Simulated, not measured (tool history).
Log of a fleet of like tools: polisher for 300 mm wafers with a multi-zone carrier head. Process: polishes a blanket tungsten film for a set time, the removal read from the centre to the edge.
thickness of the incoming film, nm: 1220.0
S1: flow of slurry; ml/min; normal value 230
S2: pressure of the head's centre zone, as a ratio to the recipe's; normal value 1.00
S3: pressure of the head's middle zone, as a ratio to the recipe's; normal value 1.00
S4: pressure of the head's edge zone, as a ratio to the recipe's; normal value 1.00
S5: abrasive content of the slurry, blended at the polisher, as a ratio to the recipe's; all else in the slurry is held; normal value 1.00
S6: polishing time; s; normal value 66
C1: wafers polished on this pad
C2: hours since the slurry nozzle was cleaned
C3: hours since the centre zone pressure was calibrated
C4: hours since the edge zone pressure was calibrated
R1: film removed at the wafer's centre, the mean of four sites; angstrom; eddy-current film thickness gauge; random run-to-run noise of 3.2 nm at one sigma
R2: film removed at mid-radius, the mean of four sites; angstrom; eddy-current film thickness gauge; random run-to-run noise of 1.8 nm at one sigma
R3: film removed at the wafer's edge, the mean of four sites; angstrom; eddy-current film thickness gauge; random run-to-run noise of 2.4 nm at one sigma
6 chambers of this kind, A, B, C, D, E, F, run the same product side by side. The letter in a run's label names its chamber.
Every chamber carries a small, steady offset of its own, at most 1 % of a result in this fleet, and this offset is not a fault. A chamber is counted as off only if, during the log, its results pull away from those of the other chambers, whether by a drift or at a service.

run	day	S1	S2	S3	S4	S5	S6	C1	C2	C3	C4	R1	R2	R3
1A	0.175	230	1.00	1.00	1.00	1.00	66	380	329.5	693.0	844.4	2138.4	2133.0	2158.9
2E	0.388	230	1.00	1.00	1.00	1.00	66	204	493.8	516.8	901.6	2119.3	2157.9	2161.2
3C	0.579	230	1.00	1.00	1.00	1.00	66	866	648.2	399.0	250.3	2161.2	2195.9	2158.7
4B	0.796	230	1.00	1.00	1.00	1.00	66	220	192.4	827.9	594.0	2163.6	2121.3	2193.1
5F	1.012	230	1.00	1.00	1.00	1.00	66	339	477.2	187.4	386.5	2130.3	2162.2	2165.0
6D	1.262	230	1.00	1.00	1.00	0.85	66	306	229.5	33.8	1108.3	2055.2	2100.2	2124.3
7D	1.521	230	1.00	1.00	1.00	0.85	66	359	235.7	40.0	1114.5	2145.9	2102.7	2105.4
# day 1.654: chamber E: worn pad replaced by a new one
# day 1.704: chamber C: worn pad replaced by a new one
8A	1.775	230	1.00	1.00	1.00	0.85	66	710	367.9	731.4	882.8	2064.8	2062.6	2052.1
9F	1.983	230	1.00	1.00	1.00	0.85	66	539	500.5	210.7	409.8	2052.2	2121.4	2096.1
10B	2.262	230	1.00	1.00	1.00	0.85	66	522	227.6	863.1	629.2	2098.3	2064.2	2102.5
11C	2.546	230	1.00	1.00	1.00	0.85	66	173	695.4	446.2	297.5	2089.8	2081.8	2050.0
12E	2.817	230	1.00	1.00	1.00	1.00	66	240	552.1	575.1	959.9	2102.9	2174.8	2144.3
# day 2.996: chamber D: worn pad replaced by a new one
13B	3.062	230	0.91	1.00	1.00	1.00	66	687	246.8	882.3	648.4	1964.8	2136.0	2161.7
14F	3.212	230	0.91	1.00	1.00	1.00	66	793	530.0	240.2	439.3	2005.9	2171.1	2170.0
15A	3.446	230	0.91	1.00	1.00	1.00	66	1055	408.0	771.5	922.9	1941.5	2146.7	2151.1
# day 3.579: chamber A: worn pad replaced by a new one
16D	3.633	230	0.91	1.00	1.00	1.00	66	132	286.4	90.7	1165.2	2020.6	2184.8	2208.5
# day 3.767: chamber D: edge zone pressure recalibrated
17C	3.825	230	0.91	1.00	1.00	1.00	66	438	726.1	476.9	328.2	1984.2	2226.6	2180.1
18E	4.021	230	0.91	1.00	1.00	1.00	66	488	581.0	604.0	988.8	1933.5	2146.7	2136.2
19B	4.167	230	1.00	1.00	1.00	1.00	66	915	273.3	908.8	674.9	2178.8	2167.3	2174.5
# day 4.258: chamber C: slurry nozzle cleaned
20E	4.362	230	1.00	1.00	1.00	1.00	66	559	589.2	612.2	997.0	2156.9	2146.7	2137.6
# day 4.604: chamber E: worn pad replaced by a new one
21F	4.608	230	1.00	1.00	1.00	1.00	66	1081	563.5	273.7	472.8	2227.0	2198.7	2159.8
22D	4.829	230	1.00	0.93	1.00	1.00	66	379	315.1	119.4	25.6	2187.8	2037.8	2197.5
23A	4.983	230	1.00	0.93	1.00	1.00	66	290	444.9	808.4	959.8	2185.6	2027.2	2127.5
24C	5.112	230	1.00	0.93	1.00	1.00	66	703	20.6	507.8	359.1	2206.1	2040.1	2177.3
# day 5.200: chamber F: worn pad replaced by a new one
25B	5.346	230	1.00	0.93	1.00	1.00	66	1159	301.6	937.1	703.2	2183.2	2022.8	2210.1
# day 5.396: chamber B: worn pad replaced by a new one
26F	5.575	230	1.00	0.93	1.00	1.00	66	77	586.7	296.9	496.0	2162.0	2015.4	2156.8
27A	5.821	230	1.00	0.93	1.00	1.00	66	463	465.0	828.5	979.9	2159.1	2004.3	2118.1
28E	6.004	230	1.00	1.00	1.00	1.00	66	289	628.6	651.6	1036.4	2171.5	2162.2	2091.7
29C	6.200	230	1.00	1.00	1.00	1.00	66	928	46.7	533.9	385.2	2161.0	2184.6	2183.6
30D	6.358	155	1.00	1.00	1.09	1.00	66	694	351.8	156.1	62.3	1994.5	2059.9	2178.2
31A	6.492	155	1.00	1.00	1.09	1.00	66	601	481.1	844.6	996.0	2033.5	1998.4	2148.6
32B	6.738	155	1.00	1.00	1.09	1.00	66	277	335.0	970.5	736.6	2048.0	2007.3	2174.2
33F	6.921	155	1.00	1.00	1.09	1.00	66	355	619.0	329.2	528.3	2029.0	2035.7	2159.8
# day 6.925: chamber D: worn pad replaced by a new one
34E	7.183	155	1.00	1.00	1.09	1.00	66	532	656.9	679.9	1064.7	1977.6	2016.6	2163.3
# day 7.188: chamber C: centre zone pressure recalibrated
35C	7.438	155	1.00	1.00	1.09	1.00	66	1183	76.4	6.0	414.9	1964.8	2046.9	2211.5
36D	7.612	230	1.00	1.10	1.00	1.00	66	142	381.9	186.2	92.4	2174.9	2393.4	2230.2

The same settings go to every chamber for the next run, one line per chamber below. Forecast the results for each:
37A	7.821	230	1.00	1.00	1.00	1.00	66					?	?	?
37B	7.821	230	1.00	1.00	1.00	1.00	66					?	?	?
37C	7.821	230	1.00	1.00	1.00	1.00	66					?	?	?
37D	7.821	230	1.00	1.00	1.00	1.00	66					?	?	?
37E	7.821	230	1.00	1.00	1.00	1.00	66					?	?	?
37F	7.821	230	1.00	1.00	1.00	1.00	66					?	?	?

run	R1	R2	R3
37A	2111.6	2158.9	2092.0
37B	2184.6	2112.4	2135.5
37C	2135.6	2172.2	2204.8
37D	2221.4	2192.7	2193.9
37E	2118.9	2134.0	2139.2
37F	2208.9	2200.1	2175.7
